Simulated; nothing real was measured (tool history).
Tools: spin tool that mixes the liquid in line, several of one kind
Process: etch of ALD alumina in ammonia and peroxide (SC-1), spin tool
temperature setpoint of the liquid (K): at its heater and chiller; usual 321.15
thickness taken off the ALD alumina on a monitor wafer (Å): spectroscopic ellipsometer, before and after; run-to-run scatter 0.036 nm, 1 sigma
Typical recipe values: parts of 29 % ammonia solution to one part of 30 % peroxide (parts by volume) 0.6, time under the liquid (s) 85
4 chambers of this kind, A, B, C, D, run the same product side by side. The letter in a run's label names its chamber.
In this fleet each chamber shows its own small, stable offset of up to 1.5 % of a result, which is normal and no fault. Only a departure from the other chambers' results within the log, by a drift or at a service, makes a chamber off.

run,day,temperature setpoint of the liquid (K),parts of 29 % ammonia solution to one part of 30 % peroxide (parts by volume),time under the liquid (s),"read-back film thickness of the ALD alumina reference wafer, read on the same gauge (nm)",thickness taken off the ALD alumina on a monitor wafer (Å)
1A,0.167,321.15,0.6,85,149.98,41.899
2D,0.321,321.15,0.6,85,149.95,43.553
3C,0.512,321.15,0.6,85,150.02,42.914
4B,0.654,321.15,0.6,85,149.96,43.287
5D,0.817,321.15,0.6,85,149.97,42.896
6A,0.962,321.15,0.6,85,150.04,42.313
7C,1.067,321.15,0.6,85,150.05,42.519
8B,1.242,321.15,0.6,85,149.98,43.041
9B,1.392,321.15,0.6,85,149.97,43.867
10A,1.504,321.15,0.6,85,150.02,42.809
# day 1.571: chamber A: ammonia flow meter replaced
11D,1.667,321.15,0.6,85,149.98,43.469
12C,1.85,311.65,0.8,85,150.02,26.046
13D,2.05,311.65,0.8,85,149.99,25.607
14C,2.258,311.65,0.8,85,150.02,25.408
15A,2.483,311.65,0.8,85,149.96,25.248
16B,2.667,321.15,0.6,85,150,42.953
17B,2.783,321.15,0.6,85,149.98,43.482
18C,2.983,321.15,0.6,85,150.01,42.24
19A,3.104,321.15,0.6,85,149.99,42.506
20D,3.267,321.15,0.6,85,150,42.94
21C,3.471,321.15,0.6,85,149.99,42.487
# day 3.588: chamber B: heated supply line repaired
22B,3.592,321.15,0.6,85,149.98,42.742
23A,3.812,321.15,0.6,85,150,42.424
# day 3.833: chamber C: thermometer replaced
24D,3.925,321.15,0.6,85,150.03,43.198
25B,4.133,321.15,0.6,85,149.97,42.643
26D,4.321,330.15,0.6,85,150.03,69.916
27A,4.446,330.15,0.6,85,150.03,69.22
28C,4.558,330.15,0.6,85,150.02,66.584
29A,4.733,330.15,0.6,85,150.02,68.506
30C,4.846,321.15,0.6,85,150.01,41.238
31B,4.975,321.15,0.6,85,150.02,42.88
32D,5.188,321.15,0.6,85,150.04,43.415
33B,5.325,321.15,0.6,85,150.03,42.609
34A,5.458,321.15,0.6,85,149.97,42.404
35C,5.629,321.15,0.6,85,149.97,40.839
36D,5.783,321.15,0.6,85,150.01,43.49
37A,5.983,321.15,0.7,120,150,60.961
38D,6.188,321.15,0.7,120,150.03,61.588
39C,6.367,321.15,0.7,120,149.95,58.237
40B,6.529,321.15,0.7,120,150.01,61.822
41B,6.742,321.15,0.6,85,150.01,43.585
42A,6.929,321.15,0.6,85,150,42.34

Read the log: is a single chamber off, either drifting away or since a service, is the gauge that measures every chamber drifting, or is nothing wrong beyond small per-chamber offsets? Name any odd chamber and what most likely caused it.

It is chamber C that slowly wanders off from its peers.
Likeliest cause: temperature lost on the way to the wafer (K) = 1.33.

Here are 4 candidates for chamber C's next run, each the usual settings with a change, their results left as question marks. Which one brings its results back in line with what the others give on the usual settings?
In line here means within this much of the mean the other chambers give on the usual settings: thickness taken off the ALD alumina on a monitor wafer (Å) 1.3
43C-1,7.1,321.65,0.6,90,,?
43C-2,7.1,319.65,0.6,85,,?
43C-3,7.1,320.65,0.6,85,,?
43C-4,7.1,321.65,0.6,85,,?

Average result of the remaining chambers running the usual settings: thickness taken off the ALD alumina on a monitor wafer (Å) 42.927
run,thickness taken off the ALD alumina on a monitor wafer (Å)
43C-1,43.405
43C-2,36.637
43C-3,38.773
43C-4,40.994
The right change is 43C-1: it brings the chamber back within the allowed miss of the others.
